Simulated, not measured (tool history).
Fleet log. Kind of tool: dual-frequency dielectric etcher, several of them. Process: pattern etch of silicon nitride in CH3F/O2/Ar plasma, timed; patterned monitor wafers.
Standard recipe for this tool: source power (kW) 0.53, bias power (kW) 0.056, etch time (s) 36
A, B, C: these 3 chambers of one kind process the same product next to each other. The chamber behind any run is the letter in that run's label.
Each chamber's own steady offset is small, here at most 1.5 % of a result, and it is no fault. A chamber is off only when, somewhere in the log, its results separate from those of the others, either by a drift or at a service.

run,hour,source power (kW),bias power (kW),etch time (s),"read-back reference wafer on the same gauge, depth_nm",mean etch depth across the wafer (Å)
1B,5.2,0.53,0.056,36,30.143,260.57
2A,10.4,0.53,0.056,36,30.17,256.12
3C,15,0.53,0.056,36,30.253,261.92
4C,20.6,0.53,0.056,36,30.203,261.55
5A,24,0.53,0.05,25.5,30.184,176.88
6B,29.3,0.53,0.05,25.5,30.172,175.8
7A,35,0.53,0.05,25.5,30.243,176.18
8B,38.3,0.53,0.056,36,30.211,257.27
9C,42.7,0.53,0.056,26,30.218,188.15
10B,46.5,0.53,0.056,26,30.192,183.05
11A,52.2,0.53,0.056,26,30.26,187.32
12C,56.8,0.53,0.056,36,30.26,260.79
13B,60.2,0.53,0.056,36,30.209,257.09
14C,65.1,0.53,0.056,36,30.221,261.56
15A,68.4,0.53,0.056,36,30.209,257.03
16C,71.2,0.53,0.056,36,30.195,262.45
17B,75.9,0.53,0.056,36,30.153,255.29
# hour 78.1: chamber B: bias power generator calibrated
18A,78.9,0.53,0.056,36,30.211,258.88
19A,82.6,0.53,0.056,36,30.247,258.92
20C,85.4,0.53,0.056,36,30.177,259.52
21B,88,0.53,0.056,36,30.17,249.1
22B,93.2,0.53,0.056,36,30.182,251.36
23A,98.2,0.53,0.056,36,30.222,258.59
24C,103.7,0.53,0.056,36,30.201,262.4
25A,109.1,0.53,0.056,36,30.187,259.48
26C,113.1,0.53,0.056,36,30.202,259.68
27B,118.4,0.53,0.056,36,30.173,251.86
28C,122.5,0.53,0.056,36,30.197,259.9
29A,128.3,0.53,0.056,36,30.277,257.61
30B,132.1,0.53,0.056,36,30.225,251.15
31B,137,0.53,0.056,36,30.199,249.76
32A,140.2,0.53,0.056,36,30.185,256.78
33C,144,0.53,0.056,36,30.161,260.76
34A,149.4,0.53,0.056,36,30.216,259.45
35B,152.6,0.53,0.056,36,30.228,249.16
36C,157.6,0.53,0.056,36,30.229,262.84
37A,160.4,0.53,0.056,36,30.21,258.84
38B,163.9,0.53,0.052,25.5,30.228,170.08
39C,168.8,0.53,0.052,25.5,30.133,181.84
40B,172.9,0.53,0.052,25.5,30.243,171.66

All 3 chambers run these settings next. Forecast each chamber's results:
41A,177.1,0.53,0.051,36,,?
41B,177.1,0.53,0.051,36,,?
41C,177.1,0.53,0.051,36,,?

run,mean etch depth across the wafer (Å)
41A,251.79
41B,236.65
41C,256.73
